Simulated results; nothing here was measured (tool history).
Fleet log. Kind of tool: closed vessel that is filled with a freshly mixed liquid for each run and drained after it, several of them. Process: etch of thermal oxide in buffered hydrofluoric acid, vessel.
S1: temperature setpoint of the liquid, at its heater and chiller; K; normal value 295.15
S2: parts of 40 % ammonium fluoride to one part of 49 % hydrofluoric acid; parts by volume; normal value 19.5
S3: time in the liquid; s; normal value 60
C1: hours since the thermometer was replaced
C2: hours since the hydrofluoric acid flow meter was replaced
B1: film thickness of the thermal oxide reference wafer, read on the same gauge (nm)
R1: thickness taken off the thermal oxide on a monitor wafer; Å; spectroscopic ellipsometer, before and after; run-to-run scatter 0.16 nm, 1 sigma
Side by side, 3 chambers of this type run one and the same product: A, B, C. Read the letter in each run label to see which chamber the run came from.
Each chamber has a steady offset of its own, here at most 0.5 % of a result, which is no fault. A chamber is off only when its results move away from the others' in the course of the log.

{"run": "1A", "hour": 9.4, "S1": 295.15, "S2": 19.5, "S3": 60, "C1": 79.1, "C2": 641.0, "B1": 129.99, "R1": 337.83}
{"run": "2B", "hour": 19.2, "S1": 295.15, "S2": 19.5, "S3": 60, "C1": 214.4, "C2": 1005.9, "B1": 130.01, "R1": 335.87}
{"run": "3C", "hour": 26.3, "S1": 295.15, "S2": 19.5, "S3": 60, "C1": 1083.5, "C2": 473.5, "B1": 130.01, "R1": 340.82}
{"run": "4B", "hour": 35.8, "S1": 295.15, "S2": 19.5, "S3": 60, "C1": 231.0, "C2": 1022.5, "B1": 130.0, "R1": 338.02}
{"run": "5C", "hour": 49.2, "S1": 295.15, "S2": 19.5, "S3": 60, "C1": 1106.4, "C2": 496.4, "B1": 129.98, "R1": 338.67}
{"run": "6A", "hour": 55.8, "S1": 295.15, "S2": 19.5, "S3": 60, "C1": 125.5, "C2": 687.4, "B1": 130.0, "R1": 338.22}
{"run": "7A", "hour": 62.0, "S1": 295.15, "S2": 19.5, "S3": 60, "C1": 131.7, "C2": 693.6, "B1": 130.01, "R1": 340.96}
{"run": "8B", "hour": 74.5, "S1": 295.15, "S2": 19.5, "S3": 60, "C1": 269.7, "C2": 1061.2, "B1": 130.01, "R1": 335.67}
{"hour": 77.8, "done": "chamber A: hydrofluoric acid flow meter replaced"}
{"run": "9C", "hour": 80.5, "S1": 295.15, "S2": 19.5, "S3": 60, "C1": 1137.7, "C2": 527.7, "B1": 130.01, "R1": 335.62}
{"run": "10B", "hour": 91.1, "S1": 295.15, "S2": 19.5, "S3": 60, "C1": 286.3, "C2": 1077.8, "B1": 130.01, "R1": 336.58}
{"run": "11C", "hour": 100.8, "S1": 295.15, "S2": 19.5, "S3": 60, "C1": 1158.0, "C2": 548.0, "B1": 130.02, "R1": 339.21}
{"run": "12A", "hour": 109.5, "S1": 295.15, "S2": 19.5, "S3": 60, "C1": 179.2, "C2": 31.8, "B1": 129.98, "R1": 337.98}
{"run": "13A", "hour": 121.3, "S1": 295.15, "S2": 19.5, "S3": 90, "C1": 191.0, "C2": 43.6, "B1": 130.0, "R1": 504.0}
{"run": "14B", "hour": 131.2, "S1": 295.15, "S2": 19.5, "S3": 90, "C1": 326.4, "C2": 1117.9, "B1": 130.01, "R1": 502.1}
{"run": "15C", "hour": 141.6, "S1": 295.15, "S2": 19.5, "S3": 90, "C1": 1198.8, "C2": 588.8, "B1": 130.0, "R1": 503.94}
{"run": "16A", "hour": 151.5, "S1": 295.15, "S2": 19.5, "S3": 60, "C1": 221.2, "C2": 73.8, "B1": 130.0, "R1": 337.69}
{"run": "17B", "hour": 158.6, "S1": 295.15, "S2": 19.5, "S3": 60, "C1": 353.8, "C2": 1145.3, "B1": 130.0, "R1": 334.95}
{"run": "18C", "hour": 168.6, "S1": 295.15, "S2": 19.5, "S3": 60, "C1": 1225.8, "C2": 615.8, "B1": 130.01, "R1": 340.64}
{"run": "19C", "hour": 182.1, "S1": 295.15, "S2": 19.5, "S3": 60, "C1": 1239.3, "C2": 629.3, "B1": 130.02, "R1": 340.68}
{"run": "20A", "hour": 190.0, "S1": 295.15, "S2": 19.5, "S3": 60, "C1": 259.7, "C2": 112.3, "B1": 130.0, "R1": 338.6}
{"run": "21B", "hour": 197.3, "S1": 295.15, "S2": 19.5, "S3": 60, "C1": 392.5, "C2": 1184.0, "B1": 130.0, "R1": 335.69}
{"run": "22C", "hour": 204.2, "S1": 292.15, "S2": 13.0, "S3": 60, "C1": 1261.4, "C2": 651.4, "B1": 130.0, "R1": 425.99}
{"run": "23A", "hour": 210.9, "S1": 292.15, "S2": 13.0, "S3": 60, "C1": 280.6, "C2": 133.2, "B1": 129.99, "R1": 424.31}
{"run": "24B", "hour": 221.5, "S1": 292.15, "S2": 13.0, "S3": 60, "C1": 416.7, "C2": 1208.2, "B1": 130.0, "R1": 432.79}
{"run": "25C", "hour": 232.1, "S1": 295.15, "S2": 19.5, "S3": 60, "C1": 1289.3, "C2": 679.3, "B1": 130.02, "R1": 338.37}
{"run": "26B", "hour": 244.8, "S1": 295.15, "S2": 19.5, "S3": 60, "C1": 440.0, "C2": 1231.5, "B1": 129.99, "R1": 335.86}
{"run": "27A", "hour": 254.0, "S1": 295.15, "S2": 19.5, "S3": 60, "C1": 323.7, "C2": 176.3, "B1": 130.0, "R1": 338.74}
{"run": "28C", "hour": 266.4, "S1": 295.15, "S2": 19.5, "S3": 60, "C1": 1323.6, "C2": 713.6, "B1": 130.01, "R1": 340.51}
{"run": "29B", "hour": 276.7, "S1": 295.15, "S2": 19.5, "S3": 60, "C1": 471.9, "C2": 1263.4, "B1": 130.02, "R1": 337.25}
{"run": "30A", "hour": 289.7, "S1": 295.15, "S2": 19.5, "S3": 60, "C1": 359.4, "C2": 212.0, "B1": 129.99, "R1": 335.43}

Is one chamber off against the others, does the gauge drift, or is nothing wrong? If a chamber is off, say which, and what the likeliest cause is.

The fleet is healthy, with each chamber sitting at its usual small offset and no drift in the gauge.

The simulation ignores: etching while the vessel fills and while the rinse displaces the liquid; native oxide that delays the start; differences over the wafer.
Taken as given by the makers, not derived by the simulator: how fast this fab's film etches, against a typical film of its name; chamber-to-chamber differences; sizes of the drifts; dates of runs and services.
